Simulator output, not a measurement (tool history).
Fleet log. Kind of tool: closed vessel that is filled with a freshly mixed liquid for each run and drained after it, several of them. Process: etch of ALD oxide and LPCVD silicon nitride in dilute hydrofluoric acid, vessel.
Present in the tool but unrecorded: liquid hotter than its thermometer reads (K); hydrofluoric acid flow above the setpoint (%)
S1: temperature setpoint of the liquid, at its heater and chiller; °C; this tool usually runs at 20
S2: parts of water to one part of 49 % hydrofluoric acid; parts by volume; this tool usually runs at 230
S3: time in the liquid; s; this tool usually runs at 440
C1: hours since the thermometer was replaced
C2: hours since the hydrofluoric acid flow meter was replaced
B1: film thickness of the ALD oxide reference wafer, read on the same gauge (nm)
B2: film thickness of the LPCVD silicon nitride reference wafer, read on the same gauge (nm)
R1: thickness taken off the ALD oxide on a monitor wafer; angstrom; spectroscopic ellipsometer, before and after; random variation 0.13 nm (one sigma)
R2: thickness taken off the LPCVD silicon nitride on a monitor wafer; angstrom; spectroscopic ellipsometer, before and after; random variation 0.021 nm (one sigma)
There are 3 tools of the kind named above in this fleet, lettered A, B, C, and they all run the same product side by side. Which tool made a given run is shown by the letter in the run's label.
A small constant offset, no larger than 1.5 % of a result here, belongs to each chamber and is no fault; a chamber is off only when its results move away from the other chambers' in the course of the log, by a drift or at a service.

run	hour	S1	S2	S3	C1	C2	B1	B2	R1	R2
1C	6.9	20	230	440	313.8	645.5	49.984	99.982	139.130	7.4021
2A	15.7	20	230	440	382.4	424.7	49.978	100.010	139.610	7.2767
3B	24.4	20	230	440	1921.5	686.9	50.030	100.010	139.690	7.1574
4A	34.0	20	230	440	400.7	443.0	50.024	100.010	139.670	7.3487
5C	40.4	20	230	440	347.3	679.0	49.966	99.995	139.620	7.5666
6B	50.7	20	230	440	1947.8	713.2	50.031	100.020	140.610	7.3887
7B	58.1	20	230	440	1955.2	720.6	49.978	99.995	140.010	7.4466
8A	67.0	20	230	440	433.7	476.0	49.993	99.986	138.240	7.2835
# hour 73.4: chamber B: thermometer replaced
9C	76.8	20	230	440	383.7	715.4	50.000	99.983	138.320	7.4614
10C	87.6	20	230	440	394.5	726.2	50.017	99.997	138.770	7.2683
11A	95.8	20	230	440	462.5	504.8	50.053	100.010	139.720	7.2741
12B	102.0	17	270	440	28.7	764.5	49.995	99.990	101.530	5.3045
13C	112.1	17	270	440	419.0	750.7	50.018	100.010	103.120	4.8978
14A	120.5	17	270	440	487.2	529.5	49.997	100.010	102.420	5.2519
# hour 128.2: chamber A: thermometer replaced
15B	129.3	20	230	440	56.0	791.8	50.033	100.010	139.730	7.4410
16C	137.8	20	230	440	444.7	776.4	50.037	99.996	139.860	7.3301
17B	145.8	20	230	440	72.5	808.3	50.011	99.974	140.610	7.4751
18A	152.4	20	230	440	24.2	561.4	50.009	100.000	139.120	7.5242
19C	159.6	20	230	440	466.5	798.2	50.007	100.010	138.950	7.1300
20B	168.4	20	230	440	95.1	830.9	49.981	100.030	141.970	7.3791
21A	177.0	20	230	440	48.8	586.0	49.997	99.977	138.140	7.7266
22A	188.1	20	230	440	59.9	597.1	49.995	99.960	140.980	7.0937
23C	198.2	17	140	440	505.1	836.8	49.999	100.020	220.810	9.6750
24B	203.5	17	140	440	130.2	866.0	50.014	100.020	224.390	10.0550
25B	214.4	17	140	440	141.1	876.9	50.061	99.989	226.400	10.0010
26C	219.3	20	230	440	526.2	857.9	50.022	100.010	142.700	7.1232
27A	224.2	20	230	440	96.0	633.2	49.945	99.971	140.120	6.9882
28A	232.3	20	230	440	104.1	641.3	49.967	99.987	137.480	7.1568
29B	242.4	20	320	340	169.1	904.9	50.014	99.999	72.063	3.9417
30C	249.3	20	320	340	556.2	887.9	49.990	99.978	72.412	4.2747
31B	259.0	20	320	340	185.7	921.5	50.013	99.987	72.885	3.9147

Which is it: a chamber that has drifted or been left off by a service, a gauge drift common to all chambers, or only each chamber's usual small offset? If a chamber is off, name it and its likeliest cause.

The fleet is healthy, with each chamber sitting at its usual small offset and no drift in the gauge.

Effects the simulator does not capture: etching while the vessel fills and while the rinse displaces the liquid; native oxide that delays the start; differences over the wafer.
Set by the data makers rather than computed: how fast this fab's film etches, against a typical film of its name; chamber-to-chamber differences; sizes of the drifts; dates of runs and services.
